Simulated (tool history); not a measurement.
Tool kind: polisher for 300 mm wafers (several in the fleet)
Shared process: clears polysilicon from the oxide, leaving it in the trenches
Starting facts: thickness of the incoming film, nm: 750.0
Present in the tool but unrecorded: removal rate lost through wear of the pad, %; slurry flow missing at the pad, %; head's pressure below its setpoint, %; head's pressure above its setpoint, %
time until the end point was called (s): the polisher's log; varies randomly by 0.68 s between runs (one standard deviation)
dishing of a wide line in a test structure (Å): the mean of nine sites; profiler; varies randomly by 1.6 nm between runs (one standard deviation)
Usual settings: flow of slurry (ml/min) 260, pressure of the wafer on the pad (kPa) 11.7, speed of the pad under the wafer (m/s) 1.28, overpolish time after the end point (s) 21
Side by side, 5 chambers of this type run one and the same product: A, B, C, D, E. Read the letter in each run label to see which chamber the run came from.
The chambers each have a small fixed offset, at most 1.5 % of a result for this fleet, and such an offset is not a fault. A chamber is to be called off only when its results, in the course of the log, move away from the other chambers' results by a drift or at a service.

run,day,flow of slurry (ml/min),pressure of the wafer on the pad (kPa),speed of the pad under the wafer (m/s),overpolish time after the end point (s),wafers polished on this pad,hours since the slurry nozzle was cleaned,hours since the head pressure was calibrated,time until the end point was called (s),dishing of a wide line in a test structure (Å)
# day 0.175: chamber A: worn pad replaced by a new one
1A,0.467,260,11.7,1.28,21,83,215,827.7,68.157,879.87
2D,0.792,260,11.7,1.28,21,831,507,587,67.161,858.23
# day 1.183: chamber B: worn pad replaced by a new one
# day 1.446: chamber D: slurry nozzle cleaned
3C,1.454,260,11.7,1.28,21,558,158.5,627.7,67.103,838.84
# day 1.533: chamber D: worn pad replaced by a new one
4B,1.996,260,11.7,1.28,21,234,187.2,1096.5,67.753,835.28
5E,2.383,260,11.7,1.28,21,1210,213,95,68.29,877.6
6B,2.733,260,11.7,1.28,21,446,204.9,1114.2,68.058,890.75
# day 2.85: chamber E: worn pad replaced by a new one
7C,3.058,260,11.7,1.28,21,1019,197,666.2,67.218,852.04
8A,3.483,260,11.7,1.28,21,950,287.4,900.1,68.822,881.97
# day 3.892: chamber C: worn pad replaced by a new one
9E,4.175,260,11.7,1.28,21,381,256,138,67.46,850.15
10D,4.529,260,11.7,1.28,21,860,74.1,676.7,65.936,873.07
# day 4.654: chamber B: slurry nozzle cleaned
# day 4.75: chamber A: worn pad replaced by a new one
11A,4.888,260,11.7,1.28,21,40,321.1,933.8,68.431,847.05
12E,5.421,260,11.7,1.28,21,739,285.9,167.9,68.525,851.8
# day 5.504: chamber D: worn pad replaced by a new one
# day 5.854: chamber B: worn pad replaced by a new one
13B,5.942,260,11.7,1.28,21,25,31,1191.2,66.236,870.96
# day 6.271: chamber A: slurry nozzle cleaned
14C,6.338,260,11.7,1.28,21,702,275.7,744.9,67.525,873.91
15D,6.771,260,11.7,1.28,21,364,127.9,730.5,66.893,853.7
# day 7.221: chamber E: worn pad replaced by a new one
16D,7.392,260,11.7,1.28,21,542,142.8,745.4,67.625,857.27
# day 7.404: chamber B: head pressure recalibrated
17A,7.725,260,11.7,1.28,21,855,35,1001.9,68.182,876.59
# day 8.125: chamber C: worn pad replaced by a new one
# day 8.15: chamber C: head pressure recalibrated
18C,8.333,260,11.7,1.28,21,60,323.6,4.5,67.663,850.14
19E,8.904,260,11.7,1.28,21,484,369.5,251.5,67.391,859.55
# day 9.133: chamber A: worn pad replaced by a new one
# day 9.288: chamber D: worn pad replaced by a new one
20B,9.392,260,11.7,1.28,9,1016,113.8,47.8,67.653,640.5
# day 9.717: chamber B: worn pad replaced by a new one
21B,9.862,260,11.7,1.28,9,42,125.1,59.1,66.398,612.04
# day 10.092: chamber E: slurry nozzle cleaned
22C,10.558,260,11.7,1.28,9,699,377,57.9,66.786,626.74
# day 11.092: chamber A: head pressure recalibrated
23D,11.208,260,11.7,1.28,9,552,234.4,837,66.781,614.7
# day 11.238: chamber E: worn pad replaced by a new one
24A,11.592,260,11.7,1.28,9,707,127.8,12.1,67.525,614.54
# day 11.7: chamber C: worn pad replaced by a new one
25E,12.083,260,11.7,1.28,21,243,47.9,327.8,68.273,876.82
26A,12.508,260,11.7,1.28,21,970,149.8,34.1,68.364,882.43
# day 12.608: chamber A: worn pad replaced by a new one
# day 12.771: chamber D: worn pad replaced by a new one
27E,13.179,260,11.7,1.28,21,558,74.2,354.1,66.559,881.46
28B,13.533,260,11.7,1.28,21,1096,213.2,147.2,67.109,868.91
29C,14.204,345,11.7,0.86,21,719,464.5,145.4,98.302,767.03
# day 14.362: chamber B: worn pad replaced by a new one
30D,14.571,345,11.7,0.86,21,517,315.1,917.7,95.734,778.24
31B,15.067,345,11.7,0.86,21,203,250,184,98.709,766.96
# day 15.333: chamber C: worn pad replaced by a new one
32A,15.542,345,11.7,0.86,21,843,222.6,106.9,97.243,768.9
# day 15.675: chamber E: worn pad replaced by a new one
# day 15.871: chamber C: slurry nozzle cleaned
33C,15.95,345,11.7,0.86,21,177,1.9,187.3,96.716,775.47
# day 15.979: chamber B: slurry nozzle cleaned
34D,16.392,260,11.7,1.28,21,1040,358.8,961.4,67.163,821.92
35E,16.788,260,11.7,1.28,21,319,160.8,440.7,68.219,886.96
# day 16.954: chamber D: worn pad replaced by a new one
# day 17.304: chamber A: worn pad replaced by a new one
36D,17.462,260,11.7,1.28,21,146,384.5,987.1,66.987,835.41
37A,17.854,260,11.7,1.04,21,158,278.1,162.4,84.272,809.57
38E,18.492,260,11.7,1.04,21,809,201.7,481.6,82.812,816.61
# day 18.508: chamber B: worn pad replaced by a new one
39C,18.833,260,11.7,1.04,21,1005,71.1,256.5,82.367,795.23
40B,19.233,260,11.7,1.04,21,208,78.1,284,83.744,797.23
41D,19.804,260,11.7,1.04,21,819,440.7,1043.3,82.384,821.51
42A,20.442,260,11.7,1.28,21,902,340.2,224.5,68.039,841.86

Each of the 5 chambers runs these same settings next. Fill in every chamber's results:
43A,20.942,260,11.7,1.28,21,,,,?,?
43B,20.942,260,11.7,1.28,21,,,,?,?
43C,20.942,260,11.7,1.28,21,,,,?,?
43D,20.942,260,11.7,1.28,21,,,,?,?
43E,20.942,260,11.7,1.28,21,,,,?,?

run,time until the end point was called (s),dishing of a wide line in a test structure (Å)
43A,68.309,866.99
43B,66.862,889.64
43C,68.055,848.04
43D,67.407,845.83
43E,66.821,865.07
